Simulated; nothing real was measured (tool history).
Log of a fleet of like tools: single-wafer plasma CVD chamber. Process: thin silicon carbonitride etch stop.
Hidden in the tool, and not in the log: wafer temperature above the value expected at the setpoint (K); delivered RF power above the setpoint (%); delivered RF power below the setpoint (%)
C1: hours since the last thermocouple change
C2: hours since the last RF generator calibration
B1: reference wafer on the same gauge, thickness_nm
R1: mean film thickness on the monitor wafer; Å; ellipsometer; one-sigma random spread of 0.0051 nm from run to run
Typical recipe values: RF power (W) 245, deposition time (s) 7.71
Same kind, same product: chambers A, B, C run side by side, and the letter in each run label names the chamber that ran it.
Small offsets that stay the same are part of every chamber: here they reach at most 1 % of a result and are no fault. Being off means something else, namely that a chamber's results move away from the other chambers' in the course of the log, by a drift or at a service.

run 1B day=0.496 | RF_power_(W)=245 deposition_time_(s)=7.71 | C1=170 C2=283.5 | B1=5.1615 | R1=46.886
run 2A day=0.929 | RF_power_(W)=245 deposition_time_(s)=7.71 | C1=1476.8 C2=452.6 | B1=5.164 | R1=46.532
run 3C day=1.35 | RF_power_(W)=245 deposition_time_(s)=7.71 | C1=1581.5 C2=932 | B1=5.1626 | R1=46.919
run 4B day=1.6 | RF_power_(W)=245 deposition_time_(s)=7.71 | C1=196.5 C2=310 | B1=5.1642 | R1=46.894
run 5C day=1.858 | RF_power_(W)=245 deposition_time_(s)=7.71 | C1=1593.7 C2=944.2 | B1=5.1657 | R1=46.973
run 6A day=2.083 | RF_power_(W)=245 deposition_time_(s)=7.71 | C1=1504.5 C2=480.3 | B1=5.1665 | R1=46.467
-- day=2.096 chamber C: thermocouple changed; heater temperature recalibrated
run 7C day=2.521 | RF_power_(W)=245 deposition_time_(s)=7.71 | C1=10.3 C2=960.1 | B1=5.1675 | R1=46.971
run 8A day=2.875 | RF_power_(W)=245 deposition_time_(s)=7.71 | C1=1523.5 C2=499.3 | B1=5.1694 | R1=46.505
run 9B day=3.142 | RF_power_(W)=245 deposition_time_(s)=7.71 | C1=233.5 C2=347 | B1=5.1702 | R1=46.952
run 10A day=3.421 | RF_power_(W)=245 deposition_time_(s)=8.96 | C1=1536.6 C2=512.4 | B1=5.1694 | R1=53.946
run 11B day=3.875 | RF_power_(W)=245 deposition_time_(s)=8.96 | C1=251.1 C2=364.6 | B1=5.1703 | R1=54.527
run 12C day=4.338 | RF_power_(W)=245 deposition_time_(s)=8.96 | C1=53.9 C2=1003.7 | B1=5.1725 | R1=54.499
run 13A day=4.712 | RF_power_(W)=245 deposition_time_(s)=7.71 | C1=1567.6 C2=543.4 | B1=5.1753 | R1=46.572
run 14B day=5.162 | RF_power_(W)=245 deposition_time_(s)=7.71 | C1=282 C2=395.5 | B1=5.175 | R1=46.939
run 15C day=5.442 | RF_power_(W)=290 deposition_time_(s)=7.71 | C1=80.4 C2=1030.2 | B1=5.1754 | R1=49.41
run 16C day=5.942 | RF_power_(W)=290 deposition_time_(s)=7.71 | C1=92.4 C2=1042.2 | B1=5.1786 | R1=49.419
run 17B day=6.283 | RF_power_(W)=290 deposition_time_(s)=7.71 | C1=308.9 C2=422.4 | B1=5.179 | R1=49.582
run 18A day=6.667 | RF_power_(W)=245 deposition_time_(s)=7.71 | C1=1614.5 C2=590.3 | B1=5.1794 | R1=46.636
run 19B day=6.996 | RF_power_(W)=245 deposition_time_(s)=7.71 | C1=326 C2=439.5 | B1=5.1812 | R1=47.152
run 20A day=7.25 | RF_power_(W)=245 deposition_time_(s)=7.71 | C1=1628.5 C2=604.3 | B1=5.1807 | R1=46.67
run 21C day=7.7 | RF_power_(W)=245 deposition_time_(s)=7.71 | C1=134.6 C2=1084.4 | B1=5.1813 | R1=47.136

One chamber off, gauge drift, or nothing amiss beyond the chambers' own small offsets? If it is a chamber, which one, and what is the likeliest cause?

No chamber is off; the gauge reading every chamber's wafers drifts, which makes the whole fleet appear to move together.
Most likely cause: gauge reads high (%) = 0.457.
